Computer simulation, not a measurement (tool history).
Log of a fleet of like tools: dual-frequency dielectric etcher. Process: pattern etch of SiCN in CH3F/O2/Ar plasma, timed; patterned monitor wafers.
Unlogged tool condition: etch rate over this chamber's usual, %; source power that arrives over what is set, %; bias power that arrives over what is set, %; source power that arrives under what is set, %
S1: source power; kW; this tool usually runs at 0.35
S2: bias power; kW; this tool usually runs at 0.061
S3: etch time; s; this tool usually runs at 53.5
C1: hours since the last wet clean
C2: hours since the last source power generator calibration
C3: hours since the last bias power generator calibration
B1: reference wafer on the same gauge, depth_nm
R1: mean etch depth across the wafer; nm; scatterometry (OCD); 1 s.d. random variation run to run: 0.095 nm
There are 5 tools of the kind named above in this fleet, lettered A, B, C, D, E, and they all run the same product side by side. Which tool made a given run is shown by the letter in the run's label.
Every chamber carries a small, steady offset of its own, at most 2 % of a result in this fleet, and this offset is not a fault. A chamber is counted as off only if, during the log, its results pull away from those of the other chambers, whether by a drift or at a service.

run	hour	S1	S2	S3	C1	C2	C3	B1	R1
1B	6.3	0.35	0.061	53.5	108.2	1426.3	2184.3	16.52	18.135
2D	12.4	0.35	0.061	53.5	223.7	1727.5	1255.9	16.509	18.168
3C	23.1	0.35	0.061	53.5	315.7	1604.7	774.5	16.516	18.373
4E	28.6	0.35	0.061	53.5	46.1	271.5	31	16.513	17.968
5A	33.8	0.35	0.061	53.5	162.5	1256.7	2937	16.479	18.167
6A	43.7	0.35	0.061	53.5	172.4	1266.6	2946.9	16.497	18.147
7E	52.2	0.35	0.061	53.5	69.7	295.1	54.6	16.514	18.049
8B	57.7	0.35	0.061	53.5	159.6	1477.7	2235.7	16.504	17.946
9C	63.5	0.35	0.061	53.5	356.1	1645.1	814.9	16.491	18.242
10D	68.8	0.35	0.061	53.5	280.1	1783.9	1312.3	16.512	17.974
11B	79.4	0.35	0.061	53.5	181.3	1499.4	2257.4	16.504	17.876
12A	87.3	0.35	0.061	53.5	216	1310.2	2990.5	16.517	17.945
13E	97.6	0.35	0.061	53.5	115.1	340.5	100	16.485	18.183
14D	102.9	0.42	0.05	53.5	314.2	1818	1346.4	16.521	18.034
15C	112.5	0.42	0.05	53.5	405.1	1694.1	863.9	16.484	18.467
16B	119.3	0.42	0.05	53.5	221.2	1539.3	2297.3	16.494	18.05
17C	127.2	0.42	0.05	53.5	419.8	1708.8	878.6	16.503	18.374
18E	132.4	0.42	0.05	53.5	149.9	375.3	134.8	16.488	17.993
19A	138.9	0.35	0.061	53.5	267.6	1361.8	3042.1	16.506	18.008
20D	147.4	0.35	0.061	53.5	358.7	1862.5	1390.9	16.507	18.086
21B	156	0.35	0.066	48	257.9	1576	2334	16.485	16.609
22D	165.1	0.35	0.066	48	376.4	1880.2	1408.6	16.512	16.801
23E	175.4	0.35	0.066	48	192.9	418.3	177.8	16.483	16.722
24C	183.4	0.35	0.066	48	476	1765	934.8	16.499	16.878
25A	191.2	0.35	0.066	48	319.9	1414.1	3094.4	16.512	16.734
26A	201.4	0.35	0.061	53.5	330.1	1424.3	3104.6	16.517	17.891
27E	208.6	0.35	0.061	53.5	226.1	451.5	211	16.52	17.975
28D	218.5	0.35	0.061	53.5	429.8	1933.6	1462	16.511	18.289
29C	228.3	0.35	0.061	53.5	520.9	1809.9	979.7	16.482	18.354
# hour 233.6: chamber C: wet clean of the chamber
30B	235.3	0.39	0.07	53.5	337.2	1655.3	2413.3	16.472	19.912
31C	242.8	0.39	0.07	53.5	9.3	1824.4	994.2	16.492	20.002
32A	250.4	0.39	0.07	53.5	379.1	1473.3	3153.6	16.501	19.685
33E	255.5	0.39	0.07	53.5	273	498.4	257.9	16.508	19.696
34B	264.2	0.39	0.07	53.5	366.1	1684.2	2442.2	16.514	19.619
# hour 264.3: chamber A: wet clean of the chamber
35D	274.4	0.35	0.061	53.5	485.7	1989.5	1517.9	16.488	18.555
36E	279.1	0.35	0.061	53.5	296.6	522	281.5	16.522	18.214
37C	285.5	0.35	0.061	53.5	52	1867.1	1036.9	16.519	18.344
38A	291.8	0.35	0.061	53.5	27.6	1514.7	3195	16.496	17.925
39D	300.4	0.42	0.061	53.5	511.7	2015.5	1543.9	16.506	20.096
40B	308	0.42	0.061	53.5	409.9	1728	2486	16.506	19.285
41B	317.8	0.42	0.061	53.5	419.7	1737.8	2495.8	16.523	19.218
42A	324.6	0.42	0.061	53.5	60.4	1547.5	3227.8	16.505	19.338
43D	331.3	0.42	0.061	53.5	542.6	2046.4	1574.8	16.481	20.132
44E	338.9	0.35	0.061	53.5	356.4	581.8	341.3	16.498	18.163

Does one chamber stand apart from the rest, does the shared gauge drift, or is all well apart from small per-chamber offsets? Give the chamber and the most likely cause, where there is one.

One chamber, D, drifts off from the rest bit by bit.
What lies behind it: etch rate over this chamber's usual, % = 4.81.

Which of the 4 candidates below, each the usual settings with something changed and its results left as question marks, puts chamber D back in line with what the other chambers give on the usual settings?
Allowed miss from the other chambers' usual-settings mean, per result, to count as in line: R1 0.34 nm
45D-1	346.7	0.35	0.061	51					?
45D-2	346.7	0.35	0.061	53					?
45D-3	346.7	0.35	0.061	54					?
45D-4	346.7	0.35	0.061	55.5					?

Other chambers, usual settings, mean: R1 18.118 nm
run	R1
45D-1	18.054
45D-2	18.762
45D-3	19.116
45D-4	19.647
It is 45D-1 that realigns the chamber with its peers.
